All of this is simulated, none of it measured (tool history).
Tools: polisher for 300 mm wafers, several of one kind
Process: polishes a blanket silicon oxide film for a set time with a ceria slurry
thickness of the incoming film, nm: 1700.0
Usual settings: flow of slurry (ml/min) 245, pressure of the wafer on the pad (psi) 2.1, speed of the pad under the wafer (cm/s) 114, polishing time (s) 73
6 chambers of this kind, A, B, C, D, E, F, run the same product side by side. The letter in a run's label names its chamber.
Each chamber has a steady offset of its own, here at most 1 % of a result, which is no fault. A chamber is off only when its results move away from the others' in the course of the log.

run   hour  flow of slurry (ml/min)  pressure of the wafer on the pad (psi)  speed of the pad under the wafer (cm/s)  polishing time (s)  film removed (angstrom)
       2.6  -- chamber A: worn pad replaced by a new one
 1F    5.8                      245                                     2.1                                      114                  73                   2581.7
       8.8  -- chamber E: worn pad replaced by a new one
      10.0  -- chamber D: worn pad replaced by a new one
 2E   10.5                      245                                     2.1                                      114                  73                   2620.9
 3D   15.0                      245                                     2.1                                      114                  73                   2611.5
 4A   20.6                      245                                     2.1                                      114                  73                   2630.3
 5B   25.3                      245                                     2.1                                      114                  73                   2628.1
      27.0  -- chamber E: head pressure recalibrated
 6C   29.5                      245                                     2.1                                      114                  73                   2628.1
      35.0  -- chamber E: slurry nozzle cleaned
      36.9  -- chamber F: worn pad replaced by a new one
 7C   36.9                      245                                     2.1                                      114                  73                   2611.5
 8F   41.1                      245                                     2.1                                      114                  73                   2618.7
 9E   46.0                      245                                     2.1                                      114                  73                   2653.1
10B   53.2                      245                                     2.1                                      114                  73                   2594.0
11A   59.5                      245                                     2.1                                      114                  73                   2630.9
12D   67.6                      245                                     2.1                                      114                  73                   2604.2
      69.8  -- chamber A: worn pad replaced by a new one
      70.0  -- chamber B: slurry nozzle cleaned
      71.7  -- chamber C: worn pad replaced by a new one
13B   73.6                      245                                     2.1                                      114                  73                   2556.6
      76.5  -- chamber D: slurry nozzle cleaned
14A   81.6                      245                                     2.1                                      114                  73                   2608.2
15D   86.4                      245                                     2.3                                      114                  73                   2884.4
      90.2  -- chamber D: worn pad replaced by a new one
16F   91.8                      245                                     2.3                                      114                  73                   2845.7
      95.9  -- chamber E: worn pad replaced by a new one
17E   99.2                      245                                     2.3                                      114                  73                   2912.9
18C  103.6                      245                                     2.3                                      114                  73                   2856.5
19B  110.3                      245                                     2.3                                      114                  73                   2768.8
20D  113.9                      245                                     2.3                                      114                  73                   2889.4
21C  119.5                      245                                     2.1                                      114                  73                   2607.1
22F  124.8                      245                                     2.1                                      114                  73                   2624.3
     129.0  -- chamber A: worn pad replaced by a new one
     129.4  -- chamber F: worn pad replaced by a new one
23E  130.4                      245                                     2.1                                      114                  73                   2632.8
24A  136.2                      245                                     2.1                                      114                  73                   2607.0
     136.9  -- chamber C: worn pad replaced by a new one
25C  139.8                      245                                     2.1                                      114                  73                   2583.1
26B  144.6                      245                                     2.1                                      114                  73                   2501.2
27D  152.4                      245                                     2.1                                      114                  73                   2610.7
28A  160.7                      245                                     2.1                                      114                  73                   2608.8
29F  166.9                      315                                     2.1                                      152                  73                   3594.8
30E  173.7                      315                                     2.1                                      152                  73                   3563.8
31C  179.1                      315                                     2.1                                      152                  73                   3529.2
     181.7  -- chamber D: worn pad replaced by a new one
32B  186.6                      315                                     2.1                                      152                  73                   3324.1
33E  193.6                      315                                     2.1                                      152                  73                   3563.8
     196.9  -- chamber A: worn pad replaced by a new one
34A  197.4                      315                                     2.1                                      152                  73                   3558.3
35F  202.7                      245                                     2.1                                      114                  73                   2591.9
36D  207.7                      245                                     2.1                                      114                  73                   2616.4

All 6 chambers run these settings next. Forecast each chamber's results:
37A  213.6                      245                                     2.1                                      114                  73                        ?
37B  213.6                      245                                     2.1                                      114                  73                        ?
37C  213.6                      245                                     2.1                                      114                  73                        ?
37D  213.6                      245                                     2.1                                      114                  73                        ?
37E  213.6                      245                                     2.1                                      114                  73                        ?
37F  213.6                      245                                     2.1                                      114                  73                        ?

run  film removed (angstrom)
37A                   2617.9
37B                   2443.7
37C                   2588.8
37D                   2616.4
37E                   2599.4
37F                   2630.5
